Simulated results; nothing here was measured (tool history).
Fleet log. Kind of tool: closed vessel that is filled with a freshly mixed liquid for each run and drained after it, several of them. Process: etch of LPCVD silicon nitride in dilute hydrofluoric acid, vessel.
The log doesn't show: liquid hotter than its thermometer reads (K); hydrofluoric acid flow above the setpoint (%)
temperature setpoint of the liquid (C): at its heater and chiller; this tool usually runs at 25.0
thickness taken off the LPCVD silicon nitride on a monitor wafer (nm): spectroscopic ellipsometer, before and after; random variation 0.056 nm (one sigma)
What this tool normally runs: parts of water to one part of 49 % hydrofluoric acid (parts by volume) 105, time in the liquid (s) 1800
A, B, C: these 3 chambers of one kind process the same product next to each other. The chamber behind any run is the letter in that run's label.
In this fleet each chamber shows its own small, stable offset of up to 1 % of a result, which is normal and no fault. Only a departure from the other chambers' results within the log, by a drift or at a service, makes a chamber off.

run,day,temperature setpoint of the liquid (C),parts of water to one part of 49 % hydrofluoric acid (parts by volume),time in the liquid (s),hours since the thermometer was replaced,hours since the hydrofluoric acid flow meter was replaced,"read-back film thickness of the LPCVD silicon nitride reference wafer, read on the same gauge (nm)",thickness taken off the LPCVD silicon nitride on a monitor wafer (nm)
1C,0.433,25.0,105,1800,244.7,810.9,129.99,7.6689
2B,0.921,25.0,105,1800,1703.8,196.0,129.99,7.7516
3A,1.296,25.0,105,1800,690.6,1492.6,130.00,7.8896
4B,1.800,25.0,105,1800,1724.9,217.1,130.02,7.7111
5C,2.154,29.5,140,1800,286.0,852.2,130.00,7.6133
6A,2.696,29.5,140,1800,724.2,1526.2,130.01,7.8793
7A,3.171,29.5,140,1800,735.6,1537.6,130.00,7.8341
8C,3.458,25.0,105,1800,317.3,883.5,130.00,7.6494
9B,3.783,25.0,105,1800,1772.5,264.7,130.01,7.9189
10A,4.121,25.0,105,1800,758.4,1560.4,130.02,7.8416
# day 4.133: chamber C: hydrofluoric acid flow meter replaced
11C,4.608,21.0,105,1800,344.9,11.4,129.99,5.9660
12B,4.950,21.0,105,1800,1800.5,292.7,130.01,6.0618
13B,5.442,21.0,105,1800,1812.3,304.5,129.99,6.0865
14C,5.771,25.0,105,1800,372.8,39.3,130.02,7.7292
15A,6.125,23.5,85,1800,806.5,1608.5,130.00,8.7546
16C,6.600,23.5,85,1800,392.7,59.2,129.98,8.6099
17A,7.175,23.5,85,1800,831.7,1633.7,129.99,8.6150
18B,7.750,25.0,105,1800,1867.7,359.9,130.00,8.3362
# day 7.938: chamber B: thermometer replaced
19B,8.288,25.0,105,1800,8.5,372.8,130.00,8.2642
20A,8.675,25.0,85,1800,867.7,1669.7,129.98,9.6184

Each of the 3 chambers runs these same settings next. Fill in every chamber's results:
21A,9.104,25.0,90,1800,,,,?
21B,9.104,25.0,90,1800,,,,?
21C,9.104,25.0,90,1800,,,,?

run,thickness taken off the LPCVD silicon nitride on a monitor wafer (nm)
21A,9.0407
21B,9.8353
21C,9.0066

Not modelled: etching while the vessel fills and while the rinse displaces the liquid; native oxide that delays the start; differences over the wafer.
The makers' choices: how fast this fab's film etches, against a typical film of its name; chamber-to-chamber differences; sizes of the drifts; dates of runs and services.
